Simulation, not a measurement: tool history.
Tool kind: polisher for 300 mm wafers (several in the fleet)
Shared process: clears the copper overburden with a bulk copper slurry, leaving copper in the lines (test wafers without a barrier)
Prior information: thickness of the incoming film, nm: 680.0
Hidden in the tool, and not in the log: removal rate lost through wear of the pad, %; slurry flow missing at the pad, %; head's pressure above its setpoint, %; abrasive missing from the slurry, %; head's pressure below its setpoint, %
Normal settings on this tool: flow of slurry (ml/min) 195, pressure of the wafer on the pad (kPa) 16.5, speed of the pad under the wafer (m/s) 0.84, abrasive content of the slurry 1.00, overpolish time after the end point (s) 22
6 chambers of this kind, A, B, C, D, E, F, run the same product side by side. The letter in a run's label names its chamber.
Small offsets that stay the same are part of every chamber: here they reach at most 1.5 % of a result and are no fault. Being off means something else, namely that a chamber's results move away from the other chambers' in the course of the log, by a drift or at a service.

| run | day | flow of slurry (ml/min) | pressure of the wafer on the pad (kPa) | speed of the pad under the wafer (m/s) | abrasive content of the slurry | overpolish time after the end point (s) | wafers polished on this pad | hours since the slurry nozzle was cleaned | hours since the head pressure was calibrated | hours since the slurry blender was calibrated | time until the end point was called (s) | dishing of a wide line in a test structure (nm) |
|---|---|---|---|---|---|---|---|---|---|---|---|---|
| 1F | 0.312 | 195 | 16.5 | 0.84 | 1.00 | 22 | 247 | 89.3 | 879.5 | 141.4 | 112.12 | 30.978 |
| 2B | 0.846 | 195 | 16.5 | 0.84 | 1.00 | 22 | 360 | 333.5 | 104.7 | 186.7 | 110.42 | 30.948 |
| 3D | 1.225 | 195 | 16.5 | 0.84 | 1.00 | 22 | 480 | 260.0 | 48.6 | 245.5 | 111.97 | 31.255 |
|  | 1.475 | chamber E: slurry blender recalibrated |
| 4C | 1.533 | 195 | 16.5 | 0.84 | 1.00 | 22 | 518 | 145.2 | 422.7 | 291.6 | 109.89 | 31.374 |
|  | 1.967 | chamber C: worn pad replaced by a new one |
| 5E | 2.033 | 195 | 16.5 | 0.84 | 1.00 | 22 | 878 | 96.2 | 835.1 | 13.4 | 111.75 | 31.105 |
|  | 2.304 | chamber A: worn pad replaced by a new one |
| 6A | 2.433 | 195 | 16.5 | 0.84 | 1.00 | 22 | 17 | 288.6 | 579.7 | 182.1 | 111.16 | 30.936 |
|  | 2.483 | chamber B: worn pad replaced by a new one |
| 7B | 2.767 | 195 | 16.5 | 0.84 | 1.00 | 22 | 38 | 379.6 | 150.8 | 232.8 | 111.13 | 31.654 |
|  | 2.833 | chamber E: worn pad replaced by a new one |
|  | 3.167 | chamber D: worn pad replaced by a new one |
| 8E | 3.250 | 195 | 16.5 | 0.84 | 1.00 | 22 | 56 | 125.4 | 864.3 | 42.6 | 111.80 | 31.094 |
| 9A | 3.625 | 195 | 16.5 | 0.84 | 1.00 | 22 | 179 | 317.2 | 608.3 | 210.7 | 111.59 | 31.248 |
| 10F | 3.925 | 195 | 13.1 | 0.64 | 1.00 | 22 | 736 | 176.0 | 966.2 | 228.1 | 184.37 | 26.843 |
|  | 4.175 | chamber A: slurry nozzle cleaned |
| 11D | 4.325 | 195 | 13.1 | 0.64 | 1.00 | 22 | 156 | 334.4 | 123.0 | 319.9 | 185.68 | 27.491 |
| 12C | 4.854 | 195 | 13.1 | 0.64 | 1.00 | 22 | 391 | 224.9 | 502.4 | 371.3 | 182.18 | 27.542 |
|  | 5.029 | chamber D: slurry blender recalibrated |
| 13A | 5.317 | 195 | 13.1 | 0.64 | 1.00 | 22 | 407 | 27.5 | 648.9 | 251.3 | 181.80 | 27.375 |
|  | 5.346 | chamber B: slurry blender recalibrated |
|  | 5.646 | chamber F: slurry nozzle cleaned |
| 14F | 5.842 | 195 | 13.1 | 0.64 | 1.00 | 22 | 995 | 4.7 | 1012.2 | 274.1 | 184.94 | 27.603 |
|  | 5.950 | chamber F: worn pad replaced by a new one |
|  | 5.967 | chamber C: worn pad replaced by a new one |
|  | 5.967 | chamber A: slurry blender recalibrated |
|  | 6.012 | chamber C: slurry blender recalibrated |
| 15C | 6.317 | 195 | 13.1 | 0.64 | 1.00 | 22 | 47 | 260.0 | 537.5 | 7.4 | 183.90 | 27.728 |
| 16B | 6.600 | 195 | 16.5 | 0.84 | 0.75 | 31 | 557 | 471.6 | 242.8 | 30.2 | 116.54 | 32.330 |
|  | 6.629 | chamber B: worn pad replaced by a new one |
|  | 6.721 | chamber A: worn pad replaced by a new one |
|  | 6.758 | chamber F: slurry blender recalibrated |
| 17D | 7.071 | 195 | 16.5 | 0.84 | 0.75 | 31 | 528 | 400.3 | 188.9 | 49.1 | 116.75 | 31.642 |
| 18E | 7.346 | 195 | 16.5 | 0.84 | 0.75 | 31 | 611 | 223.7 | 962.6 | 140.9 | 116.43 | 32.144 |
| 19A | 7.800 | 195 | 16.5 | 0.84 | 0.75 | 31 | 146 | 87.1 | 708.5 | 44.0 | 115.80 | 32.768 |
|  | 7.900 | chamber B: slurry nozzle cleaned |
| 20D | 8.075 | 195 | 16.5 | 0.84 | 0.75 | 31 | 664 | 424.4 | 213.0 | 73.2 | 118.43 | 32.608 |
| 21F | 8.579 | 195 | 16.5 | 0.84 | 0.75 | 31 | 355 | 70.4 | 1077.9 | 43.7 | 116.93 | 31.914 |
|  | 8.596 | chamber E: head pressure recalibrated |
|  | 8.958 | chamber D: worn pad replaced by a new one |
| 22E | 9.050 | 195 | 16.5 | 0.84 | 1.00 | 22 | 841 | 264.6 | 10.9 | 181.8 | 112.17 | 31.491 |
| 23C | 9.479 | 195 | 13.1 | 1.04 | 1.00 | 22 | 475 | 335.9 | 613.4 | 83.3 | 114.86 | 29.859 |
|  | 9.779 | chamber C: worn pad replaced by a new one |
| 24B | 9.996 | 195 | 13.1 | 1.04 | 1.00 | 22 | 456 | 50.4 | 324.3 | 111.7 | 112.19 | 30.696 |
| 25B | 10.325 | 195 | 13.1 | 1.04 | 1.00 | 22 | 500 | 58.3 | 332.2 | 119.6 | 111.81 | 30.749 |
|  | 10.550 | chamber B: worn pad replaced by a new one |
|  | 10.675 | chamber E: worn pad replaced by a new one |
| 26D | 10.767 | 195 | 13.1 | 1.04 | 1.00 | 22 | 244 | 489.0 | 277.6 | 137.8 | 114.48 | 30.151 |
| 27C | 11.225 | 195 | 13.1 | 1.04 | 1.00 | 22 | 195 | 377.8 | 655.3 | 125.2 | 117.59 | 30.195 |
|  | 11.542 | chamber A: worn pad replaced by a new one |
| 28F | 11.696 | 195 | 13.1 | 1.04 | 1.00 | 22 | 777 | 145.2 | 1152.7 | 118.5 | 113.21 | 30.595 |
| 29E | 12.096 | 195 | 16.5 | 0.84 | 1.00 | 22 | 192 | 337.7 | 84.0 | 254.9 | 112.98 | 31.225 |
| 30A | 12.471 | 195 | 16.5 | 0.84 | 1.00 | 22 | 125 | 199.2 | 820.6 | 156.1 | 111.67 | 31.434 |
| 31F | 13.029 | 195 | 16.5 | 0.84 | 1.00 | 22 | 958 | 177.2 | 1184.7 | 150.5 | 110.79 | 30.833 |
|  | 13.304 | chamber E: slurry blender recalibrated |
| 32A | 13.546 | 195 | 16.5 | 0.84 | 1.00 | 22 | 271 | 225.0 | 846.4 | 181.9 | 111.43 | 30.899 |
| 33E | 13.954 | 195 | 16.5 | 0.84 | 1.00 | 22 | 444 | 382.3 | 128.6 | 15.7 | 111.67 | 31.209 |
|  | 14.096 | chamber B: worn pad replaced by a new one |
|  | 14.125 | chamber C: worn pad replaced by a new one |
|  | 14.229 | chamber F: worn pad replaced by a new one |
| 34C | 14.262 | 195 | 16.5 | 0.84 | 1.00 | 22 | 18 | 450.7 | 728.2 | 198.1 | 121.65 | 31.183 |
| 35B | 14.688 | 195 | 16.5 | 0.84 | 1.00 | 22 | 80 | 163.0 | 436.9 | 224.3 | 109.18 | 31.073 |
|  | 14.867 | chamber D: worn pad replaced by a new one |
|  | 14.904 | chamber F: slurry nozzle cleaned |
| 36D | 15.012 | 195 | 16.5 | 0.84 | 1.00 | 22 | 20 | 590.9 | 379.5 | 239.7 | 110.88 | 30.731 |
|  | 15.550 | chamber A: worn pad replaced by a new one |
| 37D | 15.550 | 195 | 16.5 | 0.84 | 1.00 | 22 | 92 | 603.8 | 392.4 | 252.6 | 112.04 | 31.208 |
| 38E | 15.821 | 195 | 16.5 | 0.84 | 1.00 | 22 | 696 | 427.1 | 173.4 | 60.5 | 111.86 | 30.814 |
| 39C | 16.225 | 195 | 16.5 | 0.84 | 1.00 | 22 | 284 | 497.8 | 775.3 | 245.2 | 121.83 | 31.005 |
| 40A | 16.496 | 195 | 16.5 | 0.84 | 1.00 | 22 | 128 | 295.8 | 917.2 | 252.7 | 113.44 | 31.347 |
| 41B | 16.842 | 195 | 16.5 | 0.84 | 1.00 | 22 | 372 | 214.7 | 488.6 | 276.0 | 109.75 | 30.770 |
| 42F | 17.354 | 195 | 16.5 | 0.84 | 1.00 | 22 | 423 | 58.9 | 1288.5 | 254.3 | 111.20 | 31.676 |
|  | 17.433 | chamber F: slurry blender recalibrated |
| 43F | 17.896 | 195 | 16.5 | 0.84 | 1.00 | 22 | 496 | 71.9 | 1301.5 | 11.2 | 111.75 | 31.597 |

Has any chamber moved away from the others, gradually or after a service, or does the common gauge drift, or do the chambers differ only by their own small steady offsets? State the chamber and the most likely cause if one applies.

It is chamber C that slowly wanders off from its peers.
Likeliest cause: head's pressure below its setpoint, % = 9.49.
It could be hard to tell apart here from: slurry flow missing at the pad, %.

Here are 4 candidates for chamber C's next run, each the usual settings with a change, their results left as question marks. Which one brings its results back in line with what the others give on the usual settings?
A result is in line if it is within this distance of the other chambers' mean on the usual settings: time until the end point was called (s) 4.00; dishing of a wide line in a test structure (nm) 1.200
| 44C-1 | 18.296 | 195 | 17.2 | 0.88 | 1.00 | 22 |  |  |  |  | ? | ? |
| 44C-2 | 18.296 | 190 | 15.2 | 0.76 | 1.00 | 22 |  |  |  |  | ? | ? |
| 44C-3 | 18.296 | 200 | 17.9 | 0.92 | 1.00 | 22 |  |  |  |  | ? | ? |
| 44C-4 | 18.296 | 195 | 15.9 | 0.80 | 1.00 | 22 |  |  |  |  | ? | ? |

Average result of the remaining chambers running the usual settings: time until the end point was called (s) 110.89; dishing of a wide line in a test structure (nm) 31.225
| run | time until the end point was called (s) | dishing of a wide line in a test structure (nm) |
|---|---|---|
| 44C-1 | 111.43 | 31.188 |
| 44C-2 | 147.10 | 29.355 |
| 44C-3 | 102.15 | 31.629 |
| 44C-4 | 133.20 | 30.081 |
It is 44C-1 that realigns the chamber with its peers.
